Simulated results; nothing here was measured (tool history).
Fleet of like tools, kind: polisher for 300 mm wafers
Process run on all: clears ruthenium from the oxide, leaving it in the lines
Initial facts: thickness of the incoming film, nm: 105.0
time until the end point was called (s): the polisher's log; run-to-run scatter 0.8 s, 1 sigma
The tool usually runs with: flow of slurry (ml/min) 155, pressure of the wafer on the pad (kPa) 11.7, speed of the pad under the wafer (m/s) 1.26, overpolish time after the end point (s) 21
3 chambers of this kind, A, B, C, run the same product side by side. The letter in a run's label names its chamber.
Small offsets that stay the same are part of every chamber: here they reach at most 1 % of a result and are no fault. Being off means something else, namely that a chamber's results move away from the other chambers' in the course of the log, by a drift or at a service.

run	hour	flow of slurry (ml/min)	pressure of the wafer on the pad (kPa)	speed of the pad under the wafer (m/s)	overpolish time after the end point (s)	wafers polished on this pad	hours since the slurry nozzle was cleaned	hours since the head pressure was calibrated	time until the end point was called (s)
# hour 3.4: chamber C: worn pad replaced by a new one
1B	4	155	11.7	1.26	21	492	369.8	581.7	98.812
2A	8.1	155	11.7	1.26	21	412	72.5	253.1	99.42
3C	11.5	155	11.7	1.26	21	47	15.4	108.7	99.516
4C	15.6	155	11.7	1.26	21	71	19.5	112.8	98.172
5B	19.9	190	8.3	1.26	21	585	385.7	597.6	138.02
6A	22.8	190	8.3	1.26	21	498	87.2	267.8	135.42
7B	27.3	190	8.3	1.26	21	628	393.1	605	136.57
8A	33.3	155	11.7	1.26	21	559	97.7	278.3	99.971
# hour 34.9: chamber B: worn pad replaced by a new one
9C	37.5	155	11.7	1.26	21	199	41.4	134.7	99.644
10C	40.8	155	11.7	1.26	21	218	44.7	138	97.4
11B	46.9	155	11.7	1.26	21	70	412.7	624.6	99.47
12A	49.6	155	11.7	1.26	21	654	114	294.6	99.53
13A	55.7	155	11.7	1.26	21	690	120.1	300.7	98.415
14C	61.6	155	11.7	1.26	21	339	65.5	158.8	98.94
15B	67.6	155	11.7	1.26	21	191	433.4	645.3	100.23
16C	72.2	155	11.7	1.26	17	401	76.1	169.4	98.553
17A	75.9	155	11.7	1.26	17	808	140.3	320.9	98.801
18B	81.7	155	11.7	1.26	17	273	447.5	659.4	99.454
19C	85.6	155	11.7	1.26	21	480	89.5	182.8	99.458
20B	90.4	155	11.7	1.26	21	324	456.2	668.1	98.669
21A	94.1	155	11.7	1.1	21	914	158.5	339.1	113.36
22B	98.9	155	11.7	1.1	21	373	464.7	676.6	114.03
23C	103.7	155	11.7	1.1	21	585	107.6	200.9	113.78
24A	107.1	155	11.7	1.26	21	990	171.5	352.1	98.776
25C	110.7	155	11.7	1.26	21	626	114.6	207.9	97.828
26A	114.8	155	11.7	1.26	21	1035	179.2	359.8	100.74
27B	118.3	155	11.7	1.26	21	487	484.1	696	100.5
28B	121.6	110	7.6	1.26	21	506	487.4	699.3	164.23

Which is it: a chamber that has drifted or been left off by a service, a gauge drift common to all chambers, or only each chamber's usual small offset? If a chamber is off, name it and its likeliest cause.

No chamber is off and the gauge is stable; the differences are just each chamber's small, constant offset.
